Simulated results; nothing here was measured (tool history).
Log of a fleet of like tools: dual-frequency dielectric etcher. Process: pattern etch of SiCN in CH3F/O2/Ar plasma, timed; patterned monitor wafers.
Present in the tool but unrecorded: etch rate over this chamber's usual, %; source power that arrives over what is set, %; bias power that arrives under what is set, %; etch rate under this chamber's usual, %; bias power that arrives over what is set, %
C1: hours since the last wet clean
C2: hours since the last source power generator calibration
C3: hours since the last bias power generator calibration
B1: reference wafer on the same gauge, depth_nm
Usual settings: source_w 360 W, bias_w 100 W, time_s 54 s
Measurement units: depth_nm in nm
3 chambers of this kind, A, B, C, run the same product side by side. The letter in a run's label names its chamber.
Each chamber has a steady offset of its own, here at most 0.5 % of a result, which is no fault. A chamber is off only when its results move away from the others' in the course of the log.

Run 1A, day 0.246: usual settings; C1 403.9; C2 1766.6; C3 1163.4; B1 25.811. Result: depth_nm 21.931 nm.
At day 0.254: chamber C: wet clean of the chamber.
Run 2B, day 0.592: usual settings; C1 356.7; C2 363.9; C3 990.2; B1 25.812. Result: depth_nm 21.941 nm.
Run 3C, day 1.100: usual settings; C1 20.4; C2 2705.3; C3 2250.4; B1 25.810. Result: depth_nm 22.071 nm.
Run 4C, day 1.496: usual settings; C1 29.9; C2 2714.8; C3 2259.9; B1 25.823. Result: depth_nm 22.078 nm.
Run 5B, day 1.800: usual settings; C1 385.7; C2 392.9; C3 1019.2; B1 25.815. Result: depth_nm 21.959 nm.
Run 6A, day 2.288: usual settings; C1 452.9; C2 1815.6; C3 1212.4; B1 25.815. Result: depth_nm 21.955 nm.
At day 2.408: chamber A: wet clean of the chamber.
Run 7A, day 2.812: usual settings; C1 9.8; C2 1828.2; C3 1225.0; B1 25.815. Result: depth_nm 21.966 nm.
Run 8C, day 3.050: usual settings; C1 67.2; C2 2752.1; C3 2297.2; B1 25.833. Result: depth_nm 22.122 nm.
Run 9B, day 3.425: usual settings; C1 424.7; C2 431.9; C3 1058.2; B1 25.830. Result: depth_nm 21.961 nm.
Run 10C, day 3.758: usual settings; C1 84.2; C2 2769.1; C3 2314.2; B1 25.844. Result: depth_nm 22.034 nm.
Run 11B, day 4.142: usual settings; C1 441.9; C2 449.1; C3 1075.4; B1 25.843. Result: depth_nm 21.973 nm.
Run 12A, day 4.575: usual settings; C1 52.1; C2 1870.5; C3 1267.3; B1 25.854. Result: depth_nm 21.978 nm.
Run 13A, day 4.838: usual settings; C1 58.4; C2 1876.8; C3 1273.6; B1 25.847. Result: depth_nm 22.021 nm.
At day 5.288: chamber B: wet clean of the chamber.
Run 14B, day 5.354: usual settings; C1 1.6; C2 478.2; C3 1104.5; B1 25.860. Result: depth_nm 21.975 nm.
Run 15C, day 5.579: usual settings; C1 127.9; C2 2812.8; C3 2357.9; B1 25.851. Result: depth_nm 22.072 nm.
Run 16C, day 5.929: usual settings; C1 136.3; C2 2821.2; C3 2366.3; B1 25.864. Result: depth_nm 22.115 nm.
Run 17B, day 6.412: usual settings; C1 27.0; C2 503.6; C3 1129.9; B1 25.878. Result: depth_nm 22.024 nm.
Run 18A, day 6.904: usual settings; C1 108.0; C2 1926.4; C3 1323.2; B1 25.889. Result: depth_nm 21.970 nm.
Run 19C, day 7.225: usual settings; C1 167.4; C2 2852.3; C3 2397.4; B1 25.884. Result: depth_nm 22.051 nm.
Run 20B, day 7.571: usual settings; C1 54.8; C2 531.4; C3 1157.7; B1 25.878. Result: depth_nm 22.053 nm.
Run 21A, day 7.908: usual settings; C1 132.1; C2 1950.5; C3 1347.3; B1 25.891. Result: depth_nm 22.026 nm.
Run 22B, day 8.250: usual settings; C1 71.1; C2 547.7; C3 1174.0; B1 25.885. Result: depth_nm 22.076 nm.
Run 23A, day 8.600: usual settings; C1 148.7; C2 1967.1; C3 1363.9; B1 25.894. Result: depth_nm 21.996 nm.
Run 24C, day 9.054: usual settings; C1 211.3; C2 2896.2; C3 2441.3; B1 25.894. Result: depth_nm 22.160 nm.
Run 25A, day 9.400: usual settings; C1 167.9; C2 1986.3; C3 1383.1; B1 25.897. Result: depth_nm 22.018 nm.
Run 26B, day 9.779: usual settings; C1 107.8; C2 584.4; C3 1210.7; B1 25.903. Result: depth_nm 22.121 nm.
Run 27C, day 10.025: usual settings but source_w 420 W, time_s 44 s; C1 234.6; C2 2919.5; C3 2464.6; B1 25.909. Result: depth_nm 19.046 nm.
Run 28A, day 10.346: usual settings but source_w 420 W, time_s 44 s; C1 190.6; C2 2009.0; C3 1405.8; B1 25.911. Result: depth_nm 18.990 nm.
Run 29C, day 10.746: usual settings but source_w 420 W, time_s 44 s; C1 251.9; C2 2936.8; C3 2481.9; B1 25.912. Result: depth_nm 19.067 nm.
Run 30B, day 11.258: usual settings; C1 143.3; C2 619.9; C3 1246.2; B1 25.915. Result: depth_nm 22.080 nm.
Run 31C, day 11.646: usual settings; C1 273.5; C2 2958.4; C3 2503.5; B1 25.930. Result: depth_nm 22.147 nm.
Run 32B, day 12.167: usual settings; C1 165.1; C2 641.7; C3 1268.0; B1 25.928. Result: depth_nm 21.985 nm.
Run 33A, day 12.600: usual settings; C1 244.7; C2 2063.1; C3 1459.9; B1 25.942. Result: depth_nm 22.073 nm.
Run 34A, day 13.121: usual settings; C1 257.2; C2 2075.6; C3 1472.4; B1 25.934. Result: depth_nm 22.051 nm.
Run 35C, day 13.542: usual settings; C1 319.0; C2 3003.9; C3 2549.0; B1 25.952. Result: depth_nm 22.196 nm.
Run 36B, day 13.871: usual settings but bias_w 79 W, time_s 65 s; C1 206.0; C2 682.6; C3 1308.9; B1 25.953. Result: depth_nm 24.242 nm.
Run 37C, day 14.267: usual settings but bias_w 79 W, time_s 65 s; C1 336.4; C2 3021.3; C3 2566.4; B1 25.948. Result: depth_nm 24.474 nm.
Run 38A, day 14.738: usual settings but bias_w 79 W, time_s 65 s; C1 296.0; C2 2114.4; C3 1511.2; B1 25.975. Result: depth_nm 24.336 nm.

All 3 chambers run these settings next. Forecast each chamber's results:
Run 39A, day 15.108: usual settings. Result: depth_nm ?.
Run 39B, day 15.108: usual settings. Result: depth_nm ?.
Run 39C, day 15.108: usual settings. Result: depth_nm ?.

run  depth_nm
39A    22.101
39B    22.115
39C    22.158
